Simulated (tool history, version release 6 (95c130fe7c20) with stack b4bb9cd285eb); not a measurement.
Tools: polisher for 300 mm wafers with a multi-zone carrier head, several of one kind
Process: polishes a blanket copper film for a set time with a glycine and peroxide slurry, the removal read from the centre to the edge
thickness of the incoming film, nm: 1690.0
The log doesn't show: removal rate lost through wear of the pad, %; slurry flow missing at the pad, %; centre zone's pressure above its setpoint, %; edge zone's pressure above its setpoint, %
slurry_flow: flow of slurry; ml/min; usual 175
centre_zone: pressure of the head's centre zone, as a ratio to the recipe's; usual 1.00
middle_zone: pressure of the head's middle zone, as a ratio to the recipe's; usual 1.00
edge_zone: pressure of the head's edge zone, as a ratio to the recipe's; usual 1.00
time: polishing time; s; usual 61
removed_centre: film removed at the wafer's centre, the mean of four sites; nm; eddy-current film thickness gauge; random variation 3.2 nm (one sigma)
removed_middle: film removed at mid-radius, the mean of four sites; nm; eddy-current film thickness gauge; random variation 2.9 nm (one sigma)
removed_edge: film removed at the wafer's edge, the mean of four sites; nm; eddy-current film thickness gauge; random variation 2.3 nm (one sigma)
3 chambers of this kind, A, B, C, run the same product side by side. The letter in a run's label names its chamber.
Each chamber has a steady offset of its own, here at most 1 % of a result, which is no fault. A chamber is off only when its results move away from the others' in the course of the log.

run,day,slurry_flow,centre_zone,middle_zone,edge_zone,time,wafers polished on this pad,hours since the slurry nozzle was cleaned,hours since the centre zone pressure was calibrated,hours since the edge zone pressure was calibrated,removed_centre,removed_middle,removed_edge
# day 0.358: chamber C: worn pad replaced by a new one
1B,0.633,175,1.00,1.00,1.00,61,468,182.7,753.2,246.2,227.85,229.70,224.39
2C,1.092,175,1.00,1.00,1.00,61,208,214.3,613.8,371.1,221.17,227.91,228.87
3A,1.542,175,1.00,1.00,1.00,61,891,101.0,226.8,393.6,225.51,227.46,230.68
4C,1.883,175,1.00,1.00,1.00,61,432,233.3,632.8,390.1,231.22,232.90,222.80
5A,2.338,175,1.00,1.00,1.00,61,1116,120.1,245.9,412.7,223.96,223.88,223.53
6B,2.725,175,1.00,1.00,1.00,61,1061,232.9,803.4,296.4,228.55,227.47,222.58
# day 2.804: chamber A: worn pad replaced by a new one
# day 2.962: chamber B: worn pad replaced by a new one
7C,3.117,175,1.00,1.00,1.00,61,781,262.9,662.4,419.7,226.67,229.21,224.06
# day 3.379: chamber C: edge zone pressure recalibrated
8B,3.717,175,1.00,1.00,1.00,61,213,256.7,827.2,320.2,225.90,225.44,224.26
# day 3.950: chamber C: worn pad replaced by a new one
9A,4.242,175,1.00,1.00,1.00,61,408,165.8,291.6,458.4,219.37,227.90,226.80
10A,4.779,175,1.00,1.00,1.00,61,560,178.7,304.5,471.3,221.14,228.62,224.28
11B,5.088,175,1.00,1.00,1.00,61,602,289.6,860.1,353.1,224.88,228.77,228.28
# day 5.521: chamber C: slurry nozzle cleaned
12C,5.558,175,1.00,1.00,1.00,61,456,1.0,721.0,52.3,225.23,226.94,224.14
13A,5.862,175,1.00,1.00,1.00,61,867,204.7,330.5,497.3,225.77,223.96,225.46
14C,6.358,175,1.00,1.00,1.00,61,683,20.2,740.2,71.5,230.59,231.03,221.88
# day 6.650: chamber A: centre zone pressure recalibrated
15B,6.862,175,1.00,1.00,1.00,61,1105,332.2,902.7,395.7,233.76,228.10,222.75
# day 6.871: chamber B: worn pad replaced by a new one
16B,7.242,175,1.00,1.00,1.00,61,105,341.3,911.8,404.8,225.75,229.10,226.38
# day 7.267: chamber C: worn pad replaced by a new one
# day 7.317: chamber A: worn pad replaced by a new one
17C,7.708,175,1.00,1.00,1.00,61,126,52.6,772.6,103.9,225.81,229.99,223.54
18A,8.271,175,1.00,1.00,1.00,61,270,262.5,38.9,555.1,225.66,227.03,228.49
19A,8.746,175,1.00,0.91,1.00,78,405,273.9,50.3,566.5,285.75,272.27,292.40
20C,9.183,175,1.00,0.91,1.00,78,544,88.0,808.0,139.3,286.87,264.58,289.55
21B,9.704,175,1.00,0.91,1.00,78,803,400.4,970.9,463.9,288.82,263.50,292.70
22B,10.233,175,1.00,1.00,1.00,61,953,413.1,983.6,476.6,229.18,226.28,228.19
23A,10.629,175,1.00,1.00,1.00,61,938,319.1,95.5,611.7,222.07,221.89,227.95
# day 10.650: chamber C: worn pad replaced by a new one
# day 10.829: chamber B: worn pad replaced by a new one
24C,11.125,175,1.00,1.00,1.00,61,134,134.6,854.6,185.9,227.80,226.67,226.10
# day 11.550: chamber B: centre zone pressure recalibrated
# day 11.567: chamber A: worn pad replaced by a new one
25A,11.746,175,1.00,1.00,1.00,61,51,345.9,122.3,638.5,230.48,228.13,227.77
26B,12.083,175,1.00,1.00,1.00,61,355,457.5,12.8,521.0,252.26,226.39,224.71
# day 12.325: chamber A: slurry nozzle cleaned
27C,12.708,175,1.00,1.00,1.00,61,583,172.6,892.6,223.9,224.75,231.19,222.87
28C,12.988,175,1.00,1.00,1.00,61,662,179.3,899.3,230.6,225.46,228.10,230.34
29A,13.538,175,1.00,1.00,1.00,61,559,29.1,165.3,681.5,228.66,228.82,227.94
# day 14.021: chamber B: worn pad replaced by a new one
30B,14.146,175,1.00,1.00,1.00,61,35,507.0,62.3,570.5,247.63,225.46,224.68
# day 14.150: chamber C: worn pad replaced by a new one
31B,14.438,175,1.00,1.00,1.00,61,118,514.0,69.3,577.5,258.58,227.81,225.05
32A,14.954,175,1.00,1.00,1.00,61,960,63.1,199.3,715.5,223.94,224.29,228.68
33C,15.367,200,1.00,1.00,1.00,61,345,236.4,956.4,287.7,230.32,234.48,226.35
34A,15.871,200,1.00,1.00,1.00,61,1220,85.1,221.3,737.5,223.91,233.28,227.64
# day 16.167: chamber A: worn pad replaced by a new one
35C,16.471,200,1.00,1.00,1.00,61,658,262.9,982.9,314.2,234.06,232.39,230.66
# day 16.892: chamber C: slurry nozzle cleaned
36B,17.092,175,1.00,1.00,1.00,61,870,577.7,133.0,641.2,256.39,226.00,224.04
# day 17.112: chamber C: edge zone pressure recalibrated
# day 17.275: chamber B: edge zone pressure recalibrated
# day 17.396: chamber B: worn pad replaced by a new one
37A,17.542,175,1.00,1.00,1.00,61,390,125.2,261.4,777.6,226.59,228.16,225.57
# day 17.692: chamber C: worn pad replaced by a new one
# day 17.938: chamber B: slurry nozzle cleaned
38B,18.171,175,1.11,1.00,0.91,61,220,5.7,158.9,21.6,283.67,226.89,215.49
39C,18.558,175,1.11,1.00,0.91,61,246,40.0,1033.0,34.7,251.04,223.03,216.35

Is one chamber off against the others, does the gauge drift, or is nothing wrong? If a chamber is off, say which, and what the likeliest cause is.

A service left chamber B off against the others.
Cause: centre zone's pressure above its setpoint, % = 10.9.

Here are 4 candidates for chamber B's next run, each the usual settings with a change, their results left as question marks. Which one brings its results back in line with what the others give on the usual settings?
In line means no further than this from the other chambers' mean on the usual settings: removed_centre 11.00 nm; removed_middle 10.00 nm; removed_edge 7.90 nm
40B-1,19.017,175,1.02,1.00,0.99,61,,,,,?,?,?
40B-2,19.017,175,0.98,1.00,1.01,61,,,,,?,?,?
40B-3,19.017,170,0.91,1.02,1.03,60,,,,,?,?,?
40B-4,19.017,180,1.09,0.98,0.97,62,,,,,?,?,?

The other chambers' mean on the usual settings: removed_centre 225.46 nm; removed_middle 226.54 nm; removed_edge 226.68 nm
run,removed_centre,removed_middle,removed_edge
40B-1,260.37,224.96,226.45
40B-2,249.15,225.01,228.83
40B-3,224.54,224.37,226.53
40B-4,286.04,225.40,228.59
40B-3 brings the chamber back in line.

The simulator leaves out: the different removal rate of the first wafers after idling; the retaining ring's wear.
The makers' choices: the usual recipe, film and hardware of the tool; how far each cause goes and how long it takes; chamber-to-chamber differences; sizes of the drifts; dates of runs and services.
